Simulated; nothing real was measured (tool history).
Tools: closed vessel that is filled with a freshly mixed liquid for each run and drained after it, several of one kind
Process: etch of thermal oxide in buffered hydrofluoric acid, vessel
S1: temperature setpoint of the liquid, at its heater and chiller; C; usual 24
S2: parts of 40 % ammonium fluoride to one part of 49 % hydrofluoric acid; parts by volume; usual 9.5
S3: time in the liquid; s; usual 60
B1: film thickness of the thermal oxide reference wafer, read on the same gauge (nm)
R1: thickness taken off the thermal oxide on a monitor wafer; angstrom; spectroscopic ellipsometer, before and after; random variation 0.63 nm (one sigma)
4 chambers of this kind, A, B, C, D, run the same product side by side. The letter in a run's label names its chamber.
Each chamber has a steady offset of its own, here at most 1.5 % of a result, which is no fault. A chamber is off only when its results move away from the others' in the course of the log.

run 1C hour=6.4 | S1=24 S2=9.5 S3=60 | B1=60.049 | R1=685.8
run 2A hour=15.2 | S1=24 S2=9.5 S3=60 | B1=59.991 | R1=696.87
run 3B hour=23.1 | S1=24 S2=9.5 S3=60 | B1=59.996 | R1=687.19
run 4D hour=27.8 | S1=24 S2=9.5 S3=60 | B1=59.978 | R1=693.19
run 5A hour=37.7 | S1=24 S2=9.5 S3=60 | B1=60.004 | R1=695.44
run 6D hour=47.6 | S1=28 S2=9.5 S3=85 | B1=60.005 | R1=1209.1
run 7C hour=55.4 | S1=28 S2=9.5 S3=85 | B1=59.981 | R1=1210.6
run 8B hour=62.4 | S1=28 S2=9.5 S3=85 | B1=59.981 | R1=1216.1
run 9D hour=67 | S1=28 S2=9.5 S3=85 | B1=59.983 | R1=1198.2
run 10A hour=75.4 | S1=24 S2=9.5 S3=60 | B1=60.003 | R1=699.85
run 11B hour=83.7 | S1=22 S2=12 S3=60 | B1=59.99 | R1=491.72
run 12C hour=89 | S1=22 S2=12 S3=60 | B1=59.984 | R1=501.34
run 13B hour=98.6 | S1=22 S2=12 S3=60 | B1=59.975 | R1=505.9
run 14C hour=109.3 | S1=22 S2=12 S3=60 | B1=59.988 | R1=495.52
run 15D hour=114 | S1=24 S2=9.5 S3=60 | B1=60.049 | R1=693.1
run 16A hour=121.7 | S1=24 S2=9.5 S3=60 | B1=59.984 | R1=709.41
run 17A hour=129.9 | S1=24 S2=9.5 S3=60 | B1=60.028 | R1=686.31
run 18B hour=138.7 | S1=24 S2=9.5 S3=40 | B1=60.04 | R1=455.3
run 19C hour=148.7 | S1=24 S2=9.5 S3=40 | B1=60.017 | R1=456.24
run 20D hour=154.6 | S1=24 S2=9.5 S3=40 | B1=59.984 | R1=462.17
run 21C hour=163.3 | S1=24 S2=9.5 S3=40 | B1=60 | R1=464.16
run 22D hour=168 | S1=24 S2=9.5 S3=60 | B1=59.992 | R1=703.58
run 23A hour=177.9 | S1=24 S2=9.5 S3=30 | B1=59.995 | R1=346.43
-- hour=183.4 chamber C: thermometer replaced
run 24B hour=188.2 | S1=24 S2=9.5 S3=30 | B1=59.984 | R1=340.51
run 25B hour=193.7 | S1=24 S2=9.5 S3=30 | B1=60.028 | R1=344.57
run 26D hour=201.4 | S1=24 S2=9.5 S3=30 | B1=59.972 | R1=358.93
run 27C hour=208.3 | S1=24 S2=9.5 S3=60 | B1=59.981 | R1=694.1
run 28A hour=217.7 | S1=24 S2=9.5 S3=60 | B1=60.04 | R1=698.4
run 29D hour=224.1 | S1=24 S2=9.5 S3=60 | B1=60.031 | R1=725.5
run 30B hour=231.3 | S1=24 S2=9.5 S3=60 | B1=59.981 | R1=702.8
run 31C hour=236.4 | S1=24 S2=9.5 S3=60 | B1=60.028 | R1=672.52
-- hour=236.7 chamber B: hydrofluoric acid flow meter replaced
run 32A hour=241.5 | S1=24 S2=9.5 S3=60 | B1=59.996 | R1=701.84
run 33A hour=246.3 | S1=24 S2=9.5 S3=60 | B1=59.984 | R1=692.4
run 34C hour=256.2 | S1=24 S2=9.5 S3=60 | B1=60.009 | R1=686.07
run 35B hour=261 | S1=24 S2=9.5 S3=60 | B1=59.96 | R1=688.3
run 36D hour=271.6 | S1=24 S2=9.5 S3=60 | B1=59.98 | R1=726.98
run 37A hour=278.7 | S1=24 S2=9.5 S3=60 | B1=60.035 | R1=687.36
run 38C hour=288.1 | S1=24 S2=9.5 S3=60 | B1=59.977 | R1=695.28
run 39B hour=293.3 | S1=24 S2=9.5 S3=60 | B1=60.057 | R1=689.44
run 40D hour=301.3 | S1=24 S2=9.5 S3=60 | B1=60.031 | R1=740.3
run 41A hour=309.8 | S1=24 S2=9.5 S3=60 | B1=60.013 | R1=689.81
run 42B hour=316.4 | S1=24 S2=9.5 S3=60 | B1=59.957 | R1=680.52

Is one chamber off against the others, does the gauge drift, or is nothing wrong? If a chamber is off, say which, and what the likeliest cause is.

Chamber D drifts away from the others.
Cause: liquid hotter than its thermometer reads (K) = 1.52.
The log may not tell that from: hydrofluoric acid flow above the setpoint (%).

Here are 4 candidates for chamber D's next run, each the usual settings with a change, their results left as question marks. Which one brings its results back in line with what the others give on the usual settings?
In line means no further than this from the other chambers' mean on the usual settings: R1 22 angstrom
run 43D-1 hour=324.1 | S1=24 S2=9.5 S3=55 | R1=?
run 43D-2 hour=324.1 | S1=24 S2=9 S3=60 | R1=?
run 43D-3 hour=324.1 | S1=23.5 S2=9.5 S3=60 | R1=?
run 43D-4 hour=324.1 | S1=24 S2=9.5 S3=65 | R1=?

The other chambers' mean on the usual settings: R1 691.39 angstrom
run=43D-1 R1=685.78
run=43D-2 R1=774.32
run=43D-3 R1=728.17
run=43D-4 R1=810.46
43D-1 brings the chamber back in line.
